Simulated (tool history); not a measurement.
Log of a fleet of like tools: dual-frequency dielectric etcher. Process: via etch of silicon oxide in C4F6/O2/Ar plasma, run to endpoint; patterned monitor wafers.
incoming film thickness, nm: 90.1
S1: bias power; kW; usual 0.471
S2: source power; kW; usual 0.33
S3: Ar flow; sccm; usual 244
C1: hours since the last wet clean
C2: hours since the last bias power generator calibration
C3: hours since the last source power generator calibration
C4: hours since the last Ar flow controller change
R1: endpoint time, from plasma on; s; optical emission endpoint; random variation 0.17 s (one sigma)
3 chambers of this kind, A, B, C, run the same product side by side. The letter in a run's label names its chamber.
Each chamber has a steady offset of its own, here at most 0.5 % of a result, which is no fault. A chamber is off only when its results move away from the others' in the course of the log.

{"run": "1A", "hour": 7.0, "S1": 0.471, "S2": 0.33, "S3": 244, "C1": 462, "C2": 2509.8, "C3": 966.3, "C4": 1080.8, "R1": 21.268}
{"run": "2C", "hour": 16.5, "S1": 0.471, "S2": 0.33, "S3": 244, "C1": 148.7, "C2": 2063.6, "C3": 3042.6, "C4": 4873.1, "R1": 21.192}
{"run": "3B", "hour": 27.9, "S1": 0.471, "S2": 0.33, "S3": 244, "C1": 457.8, "C2": 1278.9, "C3": 354.1, "C4": 761, "R1": 21.626}
{"run": "4C", "hour": 37.2, "S1": 0.471, "S2": 0.33, "S3": 244, "C1": 169.4, "C2": 2084.3, "C3": 3063.3, "C4": 4893.8, "R1": 21.002}
{"run": "5A", "hour": 45.0, "S1": 0.471, "S2": 0.33, "S3": 244, "C1": 500, "C2": 2547.8, "C3": 1004.3, "C4": 1118.8, "R1": 21.531}
{"run": "6B", "hour": 51.6, "S1": 0.563, "S2": 0.33, "S3": 221, "C1": 481.5, "C2": 1302.6, "C3": 377.8, "C4": 784.7, "R1": 19.846}
{"hour": 57.4, "done": "chamber A: wet clean of the chamber"}
{"run": "7C", "hour": 61.2, "S1": 0.563, "S2": 0.33, "S3": 221, "C1": 193.4, "C2": 2108.3, "C3": 3087.3, "C4": 4917.8, "R1": 19.413}
{"run": "8B", "hour": 74.1, "S1": 0.563, "S2": 0.33, "S3": 221, "C1": 504, "C2": 1325.1, "C3": 400.3, "C4": 807.2, "R1": 19.775}
{"run": "9A", "hour": 87.7, "S1": 0.471, "S2": 0.33, "S3": 244, "C1": 30.4, "C2": 2590.5, "C3": 1047, "C4": 1161.5, "R1": 21.341}
{"run": "10B", "hour": 98.1, "S1": 0.471, "S2": 0.33, "S3": 244, "C1": 528, "C2": 1349.1, "C3": 424.3, "C4": 831.2, "R1": 21.466}
{"run": "11A", "hour": 112.0, "S1": 0.471, "S2": 0.33, "S3": 244, "C1": 54.7, "C2": 2614.8, "C3": 1071.3, "C4": 1185.8, "R1": 21.401}
{"run": "12C", "hour": 121.0, "S1": 0.471, "S2": 0.26, "S3": 244, "C1": 253.2, "C2": 2168.1, "C3": 3147.1, "C4": 4977.6, "R1": 23.226}
{"run": "13A", "hour": 134.7, "S1": 0.471, "S2": 0.26, "S3": 244, "C1": 77.4, "C2": 2637.5, "C3": 1094, "C4": 1208.5, "R1": 23.266}
{"hour": 137.4, "done": "chamber A: bias power generator calibrated"}
{"run": "14C", "hour": 144.1, "S1": 0.471, "S2": 0.26, "S3": 244, "C1": 276.3, "C2": 2191.2, "C3": 3170.2, "C4": 5000.7, "R1": 22.989}
{"run": "15B", "hour": 154.7, "S1": 0.471, "S2": 0.33, "S3": 244, "C1": 584.6, "C2": 1405.7, "C3": 480.9, "C4": 887.8, "R1": 21.166}
{"run": "16C", "hour": 166.2, "S1": 0.553, "S2": 0.33, "S3": 288, "C1": 298.4, "C2": 2213.3, "C3": 3192.3, "C4": 5022.8, "R1": 20.351}
{"run": "17A", "hour": 173.0, "S1": 0.553, "S2": 0.33, "S3": 288, "C1": 115.7, "C2": 35.6, "C3": 1132.3, "C4": 1246.8, "R1": 20.642}
{"hour": 173.3, "done": "chamber C: source power generator calibrated"}
{"run": "18B", "hour": 181.1, "S1": 0.553, "S2": 0.33, "S3": 288, "C1": 611, "C2": 1432.1, "C3": 507.3, "C4": 914.2, "R1": 20.227}
{"run": "19A", "hour": 189.2, "S1": 0.471, "S2": 0.38, "S3": 244, "C1": 131.9, "C2": 51.8, "C3": 1148.5, "C4": 1263, "R1": 20.323}
{"run": "20B", "hour": 201.6, "S1": 0.471, "S2": 0.38, "S3": 244, "C1": 631.5, "C2": 1452.6, "C3": 527.8, "C4": 934.7, "R1": 20.031}
{"hour": 206.0, "done": "chamber B: wet clean of the chamber"}
{"run": "21C", "hour": 208.0, "S1": 0.471, "S2": 0.38, "S3": 244, "C1": 340.2, "C2": 2255.1, "C3": 34.7, "C4": 5064.6, "R1": 20.003}
{"run": "22B", "hour": 216.6, "S1": 0.471, "S2": 0.33, "S3": 244, "C1": 10.7, "C2": 1467.6, "C3": 542.8, "C4": 949.7, "R1": 21.166}
{"run": "23A", "hour": 226.5, "S1": 0.471, "S2": 0.33, "S3": 244, "C1": 169.2, "C2": 89.1, "C3": 1185.8, "C4": 1300.3, "R1": 21.648}

Is one chamber off against the others, does the gauge drift, or is nothing wrong? If a chamber is off, say which, and what the likeliest cause is.

No chamber stands off beyond its own small offset, and the gauge holds steady.
